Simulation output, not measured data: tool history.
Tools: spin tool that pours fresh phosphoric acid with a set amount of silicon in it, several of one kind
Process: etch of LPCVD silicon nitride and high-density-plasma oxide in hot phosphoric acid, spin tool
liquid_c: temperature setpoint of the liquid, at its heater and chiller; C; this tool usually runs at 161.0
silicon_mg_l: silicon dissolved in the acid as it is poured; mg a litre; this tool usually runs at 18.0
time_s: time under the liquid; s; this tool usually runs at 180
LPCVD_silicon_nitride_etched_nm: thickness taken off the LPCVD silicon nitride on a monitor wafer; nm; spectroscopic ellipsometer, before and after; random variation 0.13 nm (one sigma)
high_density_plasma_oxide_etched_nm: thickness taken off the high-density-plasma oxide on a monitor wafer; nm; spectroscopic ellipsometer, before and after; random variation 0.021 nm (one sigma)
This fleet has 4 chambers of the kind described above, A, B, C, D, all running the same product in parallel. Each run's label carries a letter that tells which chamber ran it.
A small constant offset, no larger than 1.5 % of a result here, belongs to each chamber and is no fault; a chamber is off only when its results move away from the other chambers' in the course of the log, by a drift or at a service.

run   hour  liquid_c  silicon_mg_l  time_s  hours since the thermometer was replaced  hours since the dissolved silicon flow meter was replaced  hours since the heated supply line was repaired  read-back film thickness of the LPCVD silicon nitride reference wafer, read on the same gauge (nm)  read-back film thickness of the high-density-plasma oxide reference wafer, read on the same gauge (nm)  LPCVD_silicon_nitride_etched_nm  high_density_plasma_oxide_etched_nm
 1A    2.7     161.0          18.0     180                                    1551.4                                                      597.3                                            737.5                                                                                              29.947                                                                                                  90.010                          17.9210                              0.54616
 2C    7.0     161.0          18.0     180                                     445.7                                                     1020.8                                           1082.6                                                                                              30.013                                                                                                  90.003                          18.2750                              0.55252
 3B   12.4     161.0          18.0     180                                    2389.8                                                     1102.7                                            832.2                                                                                              29.993                                                                                                  89.991                          18.2270                              0.54454
 4D   15.8     161.0          18.0     180                                     508.0                                                      970.4                                            870.9                                                                                              29.988                                                                                                  89.989                          18.6230                              0.53765
 5D   19.1     161.0          18.0     180                                     511.3                                                      973.7                                            874.2                                                                                              29.999                                                                                                  89.972                          18.4160                              0.52779
 6B   23.3     161.0          18.0     180                                    2400.7                                                     1113.6                                            843.1                                                                                              29.991                                                                                                  90.024                          18.2670                              0.54126
 7A   28.4     161.0          18.0     180                                    1577.1                                                      623.0                                            763.2                                                                                              30.064                                                                                                  89.996                          18.0160                              0.53295
 8C   33.9     161.0          18.0     180                                     472.6                                                     1047.7                                           1109.5                                                                                              30.020                                                                                                  89.985                          18.2360                              0.51882
 9B   37.9     161.0          18.0     180                                    2415.3                                                     1128.2                                            857.7                                                                                              30.031                                                                                                  89.989                          18.1860                              0.56850
10A   43.2     161.0          25.5     180                                    1591.9                                                      637.8                                            778.0                                                                                              29.972                                                                                                  89.998                          17.9080                              0.40398
11C   46.3     161.0          25.5     180                                     485.0                                                     1060.1                                           1121.9                                                                                              29.956                                                                                                  90.024                          18.4530                              0.45102
12D   49.3     161.0          25.5     180                                     541.5                                                     1003.9                                            904.4                                                                                              29.996                                                                                                  89.978                          18.5920                              0.45201
13A   53.2     161.0          25.5     180                                    1601.9                                                      647.8                                            788.0                                                                                              29.999                                                                                                  90.011                          18.1150                              0.45741
14B   56.8     161.0          18.0     180                                    2434.2                                                     1147.1                                            876.6                                                                                              29.988                                                                                                  89.954                          18.0500                              0.57136
15D   59.8     161.0          18.0     180                                     552.0                                                     1014.4                                            914.9                                                                                              29.955                                                                                                  90.019                          18.6910                              0.56291
16C   63.5     161.0          18.0     180                                     502.2                                                     1077.3                                           1139.1                                                                                              30.000                                                                                                  89.998                          17.9420                              0.54983
17D   68.0     161.0          18.0     180                                     560.2                                                     1022.6                                            923.1                                                                                              30.018                                                                                                  89.967                          19.0850                              0.62264
18C   73.4     161.0          18.0     180                                     512.1                                                     1087.2                                           1149.0                                                                                              30.032                                                                                                  89.980                          18.4220                              0.53920
19A   76.4     161.0          18.0     180                                    1625.1                                                      671.0                                            811.2                                                                                              30.002                                                                                                  89.977                          18.0630                              0.52922
20B   81.5     161.0          18.0     220                                    2458.9                                                     1171.8                                            901.3                                                                                              29.971                                                                                                  89.970                          22.7100                              0.70836
21C   86.9     161.0          18.0     220                                     525.6                                                     1100.7                                           1162.5                                                                                              29.960                                                                                                  89.983                          22.6160                              0.64335
22B   90.1     161.0          18.0     220                                    2467.5                                                     1180.4                                            909.9                                                                                              29.944                                                                                                  90.025                          22.1770                              0.64714
23D   94.8     161.0          18.0     220                                     587.0                                                     1049.4                                            949.9                                                                                              29.997                                                                                                  89.993                          23.7250                              0.77774
24A   97.5     161.0          18.0     180                                    1646.2                                                      692.1                                            832.3                                                                                              30.016                                                                                                  89.994                          17.8910                              0.49541
25B  100.9     161.0          18.0     180                                    2478.3                                                     1191.2                                            920.7                                                                                              30.042                                                                                                  90.019                          18.3410                              0.54047
26C  104.4     163.5          18.0     180                                     543.1                                                     1118.2                                           1180.0                                                                                              29.989                                                                                                  89.975                          19.9700                              0.64677
27A  107.9     163.5          18.0     180                                    1656.6                                                      702.5                                            842.7                                                                                              29.997                                                                                                  90.008                          19.4340                              0.64530
28D  112.8     163.5          18.0     180                                     605.0                                                     1067.4                                            967.9                                                                                              29.985                                                                                                  90.025                          21.2990                              0.75741
29C  115.2     163.5          18.0     180                                     553.9                                                     1129.0                                           1190.8                                                                                              30.045                                                                                                  90.015                          19.7420                              0.67700
30D  119.5     161.0          18.0     180                                     611.7                                                     1074.1                                            974.6                                                                                              30.005                                                                                                  89.977                          19.5710                              0.64601

Next, every chamber runs the same settings. What will each give?
31A  123.5     161.0          18.0     100                                                                                                                                                                                                                                                                                                                                                                                                  ?                                    ?
31B  123.5     161.0          18.0     100                                                                                                                                                                                                                                                                                                                                                                                                  ?                                    ?
31C  123.5     161.0          18.0     100                                                                                                                                                                                                                                                                                                                                                                                                  ?                                    ?
31D  123.5     161.0          18.0     100                                                                                                                                                                                                                                                                                                                                                                                                  ?                                    ?

run  LPCVD_silicon_nitride_etched_nm  high_density_plasma_oxide_etched_nm
31A                           9.9325                              0.29872
31B                           9.9650                              0.30563
31C                          10.1990                              0.30081
31D                          11.0630                              0.37284
